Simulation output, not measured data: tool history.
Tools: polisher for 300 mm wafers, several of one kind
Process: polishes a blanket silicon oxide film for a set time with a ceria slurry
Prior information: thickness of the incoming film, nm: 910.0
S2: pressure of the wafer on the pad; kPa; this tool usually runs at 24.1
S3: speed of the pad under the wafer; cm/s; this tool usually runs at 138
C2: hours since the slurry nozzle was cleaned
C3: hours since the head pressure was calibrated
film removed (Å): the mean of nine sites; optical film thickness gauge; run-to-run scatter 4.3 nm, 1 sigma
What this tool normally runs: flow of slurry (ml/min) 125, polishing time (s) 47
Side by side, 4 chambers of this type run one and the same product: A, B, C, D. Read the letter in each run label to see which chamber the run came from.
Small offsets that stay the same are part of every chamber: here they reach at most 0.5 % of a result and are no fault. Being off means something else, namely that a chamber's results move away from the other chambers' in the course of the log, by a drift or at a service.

{"day": 0.088, "done": "chamber C: head pressure recalibrated"}
{"run": "1A", "day": 0.417, "flow of slurry (ml/min)": 125, "S2": 24.1, "S3": 138, "polishing time (s)": 47, "wafers polished on this pad": 201, "C2": 333.7, "C3": 339.1, "film removed (Å)": 3168.3}
{"run": "2D", "day": 0.746, "flow of slurry (ml/min)": 125, "S2": 24.1, "S3": 138, "polishing time (s)": 47, "wafers polished on this pad": 510, "C2": 59.5, "C3": 791.5, "film removed (Å)": 3246.0}
{"run": "3B", "day": 0.996, "flow of slurry (ml/min)": 125, "S2": 24.1, "S3": 138, "polishing time (s)": 47, "wafers polished on this pad": 313, "C2": 299.7, "C3": 800.3, "film removed (Å)": 3315.4}
{"run": "4C", "day": 1.379, "flow of slurry (ml/min)": 125, "S2": 24.1, "S3": 138, "polishing time (s)": 47, "wafers polished on this pad": 349, "C2": 105.8, "C3": 31.1, "film removed (Å)": 3323.4}
{"day": 1.492, "done": "chamber D: worn pad replaced by a new one"}
{"run": "5A", "day": 1.583, "flow of slurry (ml/min)": 125, "S2": 24.1, "S3": 138, "polishing time (s)": 47, "wafers polished on this pad": 468, "C2": 361.7, "C3": 367.1, "film removed (Å)": 3265.8}
{"day": 1.633, "done": "chamber A: worn pad replaced by a new one"}
{"run": "6C", "day": 1.967, "flow of slurry (ml/min)": 125, "S2": 24.1, "S3": 180, "polishing time (s)": 33, "wafers polished on this pad": 484, "C2": 119.9, "C3": 45.2, "film removed (Å)": 2963.6}
{"run": "7B", "day": 2.204, "flow of slurry (ml/min)": 125, "S2": 24.1, "S3": 180, "polishing time (s)": 33, "wafers polished on this pad": 589, "C2": 328.7, "C3": 829.3, "film removed (Å)": 2992.0}
{"run": "8D", "day": 2.617, "flow of slurry (ml/min)": 125, "S2": 24.1, "S3": 180, "polishing time (s)": 33, "wafers polished on this pad": 257, "C2": 104.4, "C3": 836.4, "film removed (Å)": 3018.8}
{"run": "9D", "day": 2.9, "flow of slurry (ml/min)": 125, "S2": 24.1, "S3": 180, "polishing time (s)": 33, "wafers polished on this pad": 322, "C2": 111.2, "C3": 843.2, "film removed (Å)": 3037.1}
{"day": 2.912, "done": "chamber D: head pressure recalibrated"}
{"day": 3.083, "done": "chamber C: worn pad replaced by a new one"}
{"run": "10A", "day": 3.292, "flow of slurry (ml/min)": 125, "S2": 24.1, "S3": 138, "polishing time (s)": 47, "wafers polished on this pad": 379, "C2": 402.7, "C3": 408.1, "film removed (Å)": 3262.2}
{"day": 3.392, "done": "chamber B: slurry nozzle cleaned"}
{"run": "11B", "day": 3.504, "flow of slurry (ml/min)": 125, "S2": 24.1, "S3": 138, "polishing time (s)": 47, "wafers polished on this pad": 886, "C2": 2.8, "C3": 860.5, "film removed (Å)": 3228.0}
{"run": "12C", "day": 3.721, "flow of slurry (ml/min)": 125, "S2": 24.1, "S3": 138, "polishing time (s)": 47, "wafers polished on this pad": 145, "C2": 162.0, "C3": 87.3, "film removed (Å)": 3147.1}
{"run": "13D", "day": 3.983, "flow of slurry (ml/min)": 125, "S2": 24.1, "S3": 138, "polishing time (s)": 47, "wafers polished on this pad": 570, "C2": 137.2, "C3": 25.8, "film removed (Å)": 3176.1}
{"day": 4.033, "done": "chamber A: worn pad replaced by a new one"}
{"run": "14C", "day": 4.283, "flow of slurry (ml/min)": 125, "S2": 24.1, "S3": 138, "polishing time (s)": 47, "wafers polished on this pad": 274, "C2": 175.5, "C3": 100.8, "film removed (Å)": 3188.9}
{"day": 4.3, "done": "chamber D: worn pad replaced by a new one"}
{"run": "15B", "day": 4.692, "flow of slurry (ml/min)": 125, "S2": 24.1, "S3": 138, "polishing time (s)": 47, "wafers polished on this pad": 1157, "C2": 31.3, "C3": 889.0, "film removed (Å)": 3306.6}
{"run": "16A", "day": 5.046, "flow of slurry (ml/min)": 125, "S2": 24.1, "S3": 138, "polishing time (s)": 47, "wafers polished on this pad": 232, "C2": 444.8, "C3": 450.2, "film removed (Å)": 3257.5}
{"run": "17B", "day": 5.325, "flow of slurry (ml/min)": 125, "S2": 24.1, "S3": 138, "polishing time (s)": 47, "wafers polished on this pad": 1302, "C2": 46.5, "C3": 904.2, "film removed (Å)": 3234.8}
{"run": "18A", "day": 5.567, "flow of slurry (ml/min)": 125, "S2": 24.1, "S3": 138, "polishing time (s)": 47, "wafers polished on this pad": 351, "C2": 457.3, "C3": 462.7, "film removed (Å)": 3262.6}
{"day": 5.775, "done": "chamber B: head pressure recalibrated"}
{"run": "19C", "day": 5.962, "flow of slurry (ml/min)": 125, "S2": 24.1, "S3": 138, "polishing time (s)": 47, "wafers polished on this pad": 658, "C2": 215.8, "C3": 141.1, "film removed (Å)": 3099.7}
{"day": 6.171, "done": "chamber A: worn pad replaced by a new one"}
{"run": "20D", "day": 6.204, "flow of slurry (ml/min)": 125, "S2": 24.1, "S3": 138, "polishing time (s)": 32, "wafers polished on this pad": 436, "C2": 190.5, "C3": 79.1, "film removed (Å)": 2186.7}
{"day": 6.262, "done": "chamber B: worn pad replaced by a new one"}
{"day": 6.267, "done": "chamber C: worn pad replaced by a new one"}
{"run": "21D", "day": 6.396, "flow of slurry (ml/min)": 125, "S2": 24.1, "S3": 138, "polishing time (s)": 32, "wafers polished on this pad": 480, "C2": 195.1, "C3": 83.7, "film removed (Å)": 2232.0}
{"run": "22B", "day": 6.75, "flow of slurry (ml/min)": 125, "S2": 24.1, "S3": 138, "polishing time (s)": 32, "wafers polished on this pad": 111, "C2": 80.7, "C3": 23.5, "film removed (Å)": 2173.4}
{"run": "23C", "day": 6.929, "flow of slurry (ml/min)": 125, "S2": 24.1, "S3": 138, "polishing time (s)": 32, "wafers polished on this pad": 151, "C2": 239.0, "C3": 164.3, "film removed (Å)": 2089.5}
{"run": "24A", "day": 7.271, "flow of slurry (ml/min)": 100, "S2": 24.1, "S3": 100, "polishing time (s)": 47, "wafers polished on this pad": 252, "C2": 498.2, "C3": 503.6, "film removed (Å)": 2242.0}
{"day": 7.512, "done": "chamber D: worn pad replaced by a new one"}
{"run": "25C", "day": 7.512, "flow of slurry (ml/min)": 100, "S2": 24.1, "S3": 100, "polishing time (s)": 47, "wafers polished on this pad": 284, "C2": 253.0, "C3": 178.3, "film removed (Å)": 2049.5}
{"run": "26D", "day": 7.771, "flow of slurry (ml/min)": 100, "S2": 24.1, "S3": 100, "polishing time (s)": 47, "wafers polished on this pad": 59, "C2": 228.1, "C3": 116.7, "film removed (Å)": 2307.3}
{"run": "27A", "day": 7.988, "flow of slurry (ml/min)": 100, "S2": 24.1, "S3": 100, "polishing time (s)": 47, "wafers polished on this pad": 415, "C2": 515.4, "C3": 520.8, "film removed (Å)": 2252.6}
{"day": 8.058, "done": "chamber A: worn pad replaced by a new one"}
{"run": "28B", "day": 8.3, "flow of slurry (ml/min)": 125, "S2": 24.1, "S3": 138, "polishing time (s)": 47, "wafers polished on this pad": 465, "C2": 117.9, "C3": 60.7, "film removed (Å)": 3206.6}
{"run": "29B", "day": 8.658, "flow of slurry (ml/min)": 125, "S2": 24.1, "S3": 138, "polishing time (s)": 47, "wafers polished on this pad": 547, "C2": 126.5, "C3": 69.3, "film removed (Å)": 3221.1}
{"run": "30C", "day": 8.862, "flow of slurry (ml/min)": 125, "S2": 24.1, "S3": 138, "polishing time (s)": 47, "wafers polished on this pad": 593, "C2": 285.4, "C3": 210.7, "film removed (Å)": 2969.8}
{"run": "31D", "day": 9.046, "flow of slurry (ml/min)": 125, "S2": 24.1, "S3": 138, "polishing time (s)": 47, "wafers polished on this pad": 350, "C2": 258.7, "C3": 147.3, "film removed (Å)": 3262.1}
{"run": "32A", "day": 9.308, "flow of slurry (ml/min)": 125, "S2": 24.1, "S3": 138, "polishing time (s)": 47, "wafers polished on this pad": 286, "C2": 547.1, "C3": 552.5, "film removed (Å)": 3269.0}
{"run": "33A", "day": 9.646, "flow of slurry (ml/min)": 125, "S2": 24.1, "S3": 138, "polishing time (s)": 47, "wafers polished on this pad": 363, "C2": 555.2, "C3": 560.6, "film removed (Å)": 3211.7}

Is one chamber out of step, is the gauge drifting, or do the chambers differ by no more than their own small offsets? For an off chamber, give its letter and the likeliest cause.

One chamber, C, drifts off from the rest bit by bit.
Most likely cause: slurry flow missing at the pad, % = 37.3.
The log may not separate it from: head's pressure below its setpoint, %.

Which of the 4 candidates below, each the usual settings with something changed and its results left as question marks, puts chamber C back in line with what the other chambers give on the usual settings?
To be in line, a result may differ from the other chambers' mean on the usual settings by at most: film removed (Å) 150.0
{"run": "34C-1", "day": 9.946, "flow of slurry (ml/min)": 125, "S2": 24.1, "S3": 170, "polishing time (s)": 47, "film removed (Å)": "?"}
{"run": "34C-2", "day": 9.946, "flow of slurry (ml/min)": 125, "S2": 26.9, "S3": 138, "polishing time (s)": 47, "film removed (Å)": "?"}
{"run": "34C-3", "day": 9.946, "flow of slurry (ml/min)": 125, "S2": 23.4, "S3": 132, "polishing time (s)": 45, "film removed (Å)": "?"}
{"run": "34C-4", "day": 9.946, "flow of slurry (ml/min)": 125, "S2": 24.1, "S3": 124, "polishing time (s)": 42, "film removed (Å)": "?"}

Other chambers, usual settings, mean: film removed (Å) 3232.9
run=34C-1 film_removed_(Å)=3555.6
run=34C-2 film_removed_(Å)=3230.2
run=34C-3 film_removed_(Å)=2575.7
run=34C-4 film_removed_(Å)=2328.1
With 34C-2, the chamber falls back in line with the rest.
